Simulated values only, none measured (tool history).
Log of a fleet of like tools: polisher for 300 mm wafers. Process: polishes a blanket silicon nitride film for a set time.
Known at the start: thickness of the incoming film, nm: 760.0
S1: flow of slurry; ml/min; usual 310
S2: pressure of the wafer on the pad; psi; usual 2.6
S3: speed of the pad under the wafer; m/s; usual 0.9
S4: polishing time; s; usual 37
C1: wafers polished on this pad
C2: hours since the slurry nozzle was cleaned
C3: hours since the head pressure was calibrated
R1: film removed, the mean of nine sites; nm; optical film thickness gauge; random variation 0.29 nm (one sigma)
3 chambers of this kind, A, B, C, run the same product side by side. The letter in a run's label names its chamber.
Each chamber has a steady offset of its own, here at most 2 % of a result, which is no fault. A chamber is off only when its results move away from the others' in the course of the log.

run 1C hour=9.4 | S1=310 S2=2.6 S3=0.9 S4=37 | C1=327 C2=165 C3=898.7 | R1=43.144
run 2A hour=18.2 | S1=310 S2=2.6 S3=0.9 S4=37 | C1=722 C2=75.3 C3=408.2 | R1=41.816
-- hour=25.8 chamber B: worn pad replaced by a new one
run 3B hour=28.8 | S1=310 S2=2.6 S3=0.9 S4=37 | C1=44 C2=509.2 C3=318.4 | R1=42.878
run 4C hour=36.1 | S1=310 S2=2.6 S3=0.9 S4=37 | C1=719 C2=191.7 C3=925.4 | R1=42.714
-- hour=43.4 chamber A: worn pad replaced by a new one
-- hour=43.8 chamber C: worn pad replaced by a new one
run 5A hour=44.2 | S1=310 S2=2.6 S3=0.9 S4=37 | C1=13 C2=101.3 C3=434.2 | R1=41.75
run 6B hour=53.1 | S1=310 S2=2.6 S3=0.9 S4=37 | C1=401 C2=533.5 C3=342.7 | R1=42.933
run 7A hour=62.1 | S1=310 S2=2.6 S3=0.9 S4=37 | C1=275 C2=119.2 C3=452.1 | R1=42.777
run 8C hour=67.2 | S1=310 S2=2.6 S3=0.9 S4=37 | C1=343 C2=222.8 C3=956.5 | R1=42.607
run 9B hour=78 | S1=310 S2=2.6 S3=0.62 S4=37 | C1=766 C2=558.4 C3=367.6 | R1=31.916
run 10B hour=87.4 | S1=310 S2=2.6 S3=0.62 S4=37 | C1=904 C2=567.8 C3=377 | R1=31.754
run 11C hour=98.4 | S1=310 S2=2.6 S3=0.62 S4=37 | C1=801 C2=254 C3=987.7 | R1=31.193
-- hour=101 chamber C: worn pad replaced by a new one
run 12A hour=108.6 | S1=310 S2=2.6 S3=0.9 S4=37 | C1=958 C2=165.7 C3=498.6 | R1=41.745
-- hour=116.9 chamber B: worn pad replaced by a new one
-- hour=117.7 chamber A: worn pad replaced by a new one
run 13B hour=118.6 | S1=310 S2=2.6 S3=0.9 S4=30 | C1=25 C2=599 C3=408.2 | R1=34.988
-- hour=124 chamber C: head pressure recalibrated
run 14C hour=125.6 | S1=310 S2=2.6 S3=0.9 S4=30 | C1=361 C2=281.2 C3=1.7 | R1=36.169
run 15A hour=132.5 | S1=310 S2=2.6 S3=0.9 S4=30 | C1=217 C2=189.6 C3=522.5 | R1=34.26
run 16C hour=138.7 | S1=310 S2=2.6 S3=0.9 S4=37 | C1=553 C2=294.3 C3=14.8 | R1=43.527
run 17A hour=147.3 | S1=310 S2=2.6 S3=0.9 S4=37 | C1=434 C2=204.4 C3=537.3 | R1=42.267
run 18B hour=154.6 | S1=310 S2=2.6 S3=0.9 S4=37 | C1=554 C2=635 C3=444.2 | R1=42.982
run 19B hour=164.1 | S1=310 S2=2.6 S3=0.9 S4=37 | C1=693 C2=644.5 C3=453.7 | R1=43.407
-- hour=166.1 chamber C: worn pad replaced by a new one
run 20C hour=174.4 | S1=310 S2=2.6 S3=0.9 S4=37 | C1=123 C2=330 C3=50.5 | R1=44.259
-- hour=178.8 chamber A: worn pad replaced by a new one
run 21A hour=181.4 | S1=310 S2=2.6 S3=0.9 S4=37 | C1=38 C2=238.5 C3=571.4 | R1=42.162
-- hour=182.3 chamber A: head pressure recalibrated
run 22A hour=187.7 | S1=310 S2=2 S3=0.9 S4=44 | C1=131 C2=244.8 C3=5.4 | R1=38.936
run 23B hour=197.1 | S1=310 S2=2 S3=0.9 S4=44 | C1=1177 C2=677.5 C3=486.7 | R1=39.279
run 24C hour=207.2 | S1=310 S2=2 S3=0.9 S4=44 | C1=604 C2=362.8 C3=83.3 | R1=40.578
-- hour=217.7 chamber C: worn pad replaced by a new one
run 25C hour=217.9 | S1=310 S2=2.6 S3=0.9 S4=37 | C1=3 C2=373.5 C3=94 | R1=44.179
run 26A hour=223.9 | S1=310 S2=2.6 S3=0.9 S4=37 | C1=662 C2=281 C3=41.6 | R1=42.799
-- hour=224.7 chamber B: worn pad replaced by a new one
run 27B hour=233.7 | S1=310 S2=2.6 S3=0.9 S4=37 | C1=132 C2=714.1 C3=523.3 | R1=42.825
run 28A hour=240.8 | S1=310 S2=2.6 S3=0.9 S4=37 | C1=910 C2=297.9 C3=58.5 | R1=42.847

Is one chamber off against the others, does the gauge drift, or is nothing wrong? If a chamber is off, say which, and what the likeliest cause is.

A service left chamber C off against the others.
Cause: head's pressure above its setpoint, % = 4.03.

Here are 4 candidates for chamber C's next run, each the usual settings with a change, their results left as question marks. Which one brings its results back in line with what the others give on the usual settings?
In line means no further than this from the other chambers' mean on the usual settings: R1 1 nm
run 29C-1 hour=248.7 | S1=310 S2=2.5 S3=0.9 S4=37 | R1=?
run 29C-2 hour=248.7 | S1=310 S2=2.5 S3=0.88 S4=36 | R1=?
run 29C-3 hour=248.7 | S1=310 S2=2.8 S3=0.9 S4=37 | R1=?
run 29C-4 hour=248.7 | S1=310 S2=2.6 S3=0.9 S4=38 | R1=?

The other chambers' mean on the usual settings: R1 42.696 nm
run=29C-1 R1=42.627
run=29C-2 R1=40.728
run=29C-3 R1=47.718
run=29C-4 R1=45.522
29C-1 brings the chamber back in line.
